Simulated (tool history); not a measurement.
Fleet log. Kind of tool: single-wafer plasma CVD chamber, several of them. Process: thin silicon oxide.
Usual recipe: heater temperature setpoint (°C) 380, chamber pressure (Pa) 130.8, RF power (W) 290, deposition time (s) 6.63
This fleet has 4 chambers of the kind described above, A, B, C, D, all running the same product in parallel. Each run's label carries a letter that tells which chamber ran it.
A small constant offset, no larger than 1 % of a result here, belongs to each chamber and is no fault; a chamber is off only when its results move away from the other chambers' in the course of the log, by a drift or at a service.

| run | day | heater temperature setpoint (°C) | chamber pressure (Pa) | RF power (W) | deposition time (s) | read-back reference wafer on the same gauge, thickness_nm | mean film thickness on the monitor wafer (nm) |
|---|---|---|---|---|---|---|---|
| 1D | 0.583 | 380 | 130.8 | 290 | 6.63 | 16.891 | 14.599 |
| 2A | 1.117 | 380 | 130.8 | 290 | 6.63 | 16.906 | 14.621 |
| 3B | 1.621 | 380 | 130.8 | 290 | 6.63 | 16.894 | 14.591 |
| 4C | 2.129 | 380 | 130.8 | 290 | 6.63 | 16.892 | 14.541 |
| 5B | 2.550 | 380 | 130.8 | 290 | 6.63 | 16.897 | 14.587 |
| 6D | 3.125 | 380 | 105.7 | 290 | 6.63 | 16.903 | 12.186 |
| 7A | 3.646 | 380 | 105.7 | 290 | 6.63 | 16.909 | 12.200 |
| 8C | 4.179 | 380 | 105.7 | 290 | 6.63 | 16.904 | 12.185 |
| 9A | 4.762 | 380 | 105.7 | 290 | 6.63 | 16.900 | 12.228 |
| 10C | 5.038 | 380 | 130.8 | 290 | 6.63 | 16.901 | 14.497 |
| 11D | 5.612 | 380 | 130.8 | 290 | 6.63 | 16.897 | 14.630 |
| 12B | 6.188 | 380 | 130.8 | 290 | 6.63 | 16.905 | 14.581 |
| 13A | 6.692 | 380 | 130.8 | 290 | 6.63 | 16.890 | 14.583 |
| 14D | 7.117 | 389 | 130.8 | 290 | 6.63 | 16.899 | 14.481 |
|  | 7.179 | chamber A: RF generator calibrated |
| 15C | 7.612 | 389 | 130.8 | 290 | 6.63 | 16.903 | 14.405 |
| 16B | 8.029 | 389 | 130.8 | 290 | 6.63 | 16.913 | 14.579 |
| 17A | 8.442 | 389 | 130.8 | 290 | 6.63 | 16.889 | 14.541 |
| 18B | 8.758 | 380 | 130.8 | 290 | 6.63 | 16.885 | 14.597 |
| 19C | 9.133 | 380 | 130.8 | 290 | 6.63 | 16.906 | 14.555 |
| 20D | 9.683 | 380 | 130.8 | 290 | 6.63 | 16.906 | 14.662 |
|  | 9.912 | chamber B: capacitance manometer re-zeroed and calibrated |
| 21B | 10.025 | 380 | 130.8 | 290 | 6.63 | 16.897 | 14.043 |
| 22A | 10.558 | 380 | 130.8 | 290 | 6.63 | 16.904 | 14.533 |
| 23D | 11.167 | 380 | 130.8 | 290 | 7.11 | 16.899 | 15.714 |
| 24C | 11.708 | 380 | 130.8 | 290 | 7.11 | 16.912 | 15.523 |
| 25A | 12.158 | 380 | 130.8 | 290 | 7.11 | 16.912 | 15.621 |
| 26C | 12.504 | 380 | 130.8 | 290 | 7.11 | 16.906 | 15.576 |
| 27D | 12.954 | 380 | 130.8 | 290 | 6.63 | 16.900 | 14.635 |
| 28B | 13.238 | 380 | 130.8 | 290 | 6.63 | 16.903 | 13.986 |
| 29A | 13.708 | 380 | 130.8 | 290 | 6.63 | 16.898 | 14.528 |
| 30B | 14.025 | 380 | 130.8 | 290 | 6.63 | 16.913 | 13.986 |
| 31C | 14.567 | 380 | 130.8 | 290 | 6.63 | 16.901 | 14.525 |
| 32D | 14.933 | 380 | 130.8 | 290 | 6.63 | 16.897 | 14.650 |
| 33A | 15.542 | 380 | 130.8 | 290 | 6.63 | 16.907 | 14.577 |
| 34C | 16.050 | 380 | 130.8 | 290 | 6.63 | 16.896 | 14.517 |
| 35D | 16.371 | 380 | 130.8 | 290 | 6.63 | 16.904 | 14.603 |
| 36B | 16.762 | 380 | 130.8 | 290 | 6.63 | 16.911 | 13.950 |

All 4 chambers run these settings next. Forecast each chamber's results:
| 37A | 17.212 | 380 | 130.8 | 290 | 6.63 |  | ? |
| 37B | 17.212 | 380 | 130.8 | 290 | 6.63 |  | ? |
| 37C | 17.212 | 380 | 130.8 | 290 | 6.63 |  | ? |
| 37D | 17.212 | 380 | 130.8 | 290 | 6.63 |  | ? |

| run | mean film thickness on the monitor wafer (nm) |
|---|---|
| 37A | 14.571 |
| 37B | 14.044 |
| 37C | 14.636 |
| 37D | 14.496 |
